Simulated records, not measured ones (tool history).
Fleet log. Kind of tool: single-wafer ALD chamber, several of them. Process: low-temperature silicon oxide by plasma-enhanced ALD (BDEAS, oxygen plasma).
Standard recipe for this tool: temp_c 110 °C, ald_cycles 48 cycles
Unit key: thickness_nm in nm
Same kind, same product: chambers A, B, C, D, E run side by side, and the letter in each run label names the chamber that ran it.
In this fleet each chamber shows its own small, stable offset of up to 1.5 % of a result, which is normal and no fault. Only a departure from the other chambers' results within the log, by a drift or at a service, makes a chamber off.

run	hour	temp_c	ald_cycles	hours since the last thermocouple change	read-back reference wafer on the same gauge, thickness_nm	thickness_nm
1D	6.0	110	48	1100.3	6.7997	6.6860
2C	12.0	110	48	243.6	6.7967	6.7858
3A	19.1	110	48	553.4	6.7963	6.8126
4B	27.5	110	48	479.2	6.7991	6.7629
5E	36.7	110	48	1677.4	6.7934	6.7328
6D	42.4	122	48	1136.7	6.7925	6.5450
7B	47.2	122	48	498.9	6.7951	6.6096
8A	56.1	122	48	590.4	6.7898	6.6715
9E	61.6	122	48	1702.3	6.7906	6.6138
10C	70.1	122	48	301.7	6.7869	6.6350
11C	74.8	110	48	306.4	6.7827	6.7597
12B	83.7	97	48	535.4	6.7859	6.9230
13E	90.9	97	48	1731.6	6.7852	6.9390
14A	98.5	97	48	632.8	6.7807	7.0206
15D	104.9	97	48	1199.2	6.7828	6.8639
16C	114.4	97	48	346.0	6.7799	6.9505
17E	118.6	110	40	1759.3	6.7781	5.6094
18D	127.3	110	40	1221.6	6.7782	5.5454
19B	135.6	110	40	587.3	6.7783	5.6162
20A	141.7	110	40	676.0	6.7752	5.6773
21D	149.0	110	40	1243.3	6.7729	5.5520
22B	156.1	110	48	607.8	6.7743	6.7309
23E	164.8	110	48	1805.5	6.7727	6.7293
24A	174.2	110	48	708.5	6.7725	6.7988
25C	184.0	104	48	415.6	6.7682	6.8168
26B	188.4	104	48	640.1	6.7700	6.8257
27C	196.2	104	48	427.8	6.7668	6.8323
28D	202.0	104	48	1296.3	6.7669	6.7419
29A	206.7	104	48	741.0	6.7648	6.8853
30E	216.5	110	48	1857.2	6.7619	6.7194
31C	224.8	110	48	456.4	6.7638	6.7683
32B	233.7	110	48	685.4	6.7580	6.7392
33A	240.7	110	48	775.0	6.7588	6.7942
34D	245.9	110	48	1340.2	6.7565	6.6665
35E	250.2	110	48	1890.9	6.7562	6.7147
# hour 253.1: chamber D: thermocouple changed; heater temperature recalibrated
36D	256.4	120	48	3.3	6.7554	6.5434
37A	263.6	120	48	797.9	6.7570	6.6591

One chamber off, gauge drift, or nothing amiss beyond the chambers' own small offsets? If it is a chamber, which one, and what is the likeliest cause?

Gauge drift. The chambers move together only on paper, and none stands off.
Likeliest cause: gauge reads low (%) = 0.685.
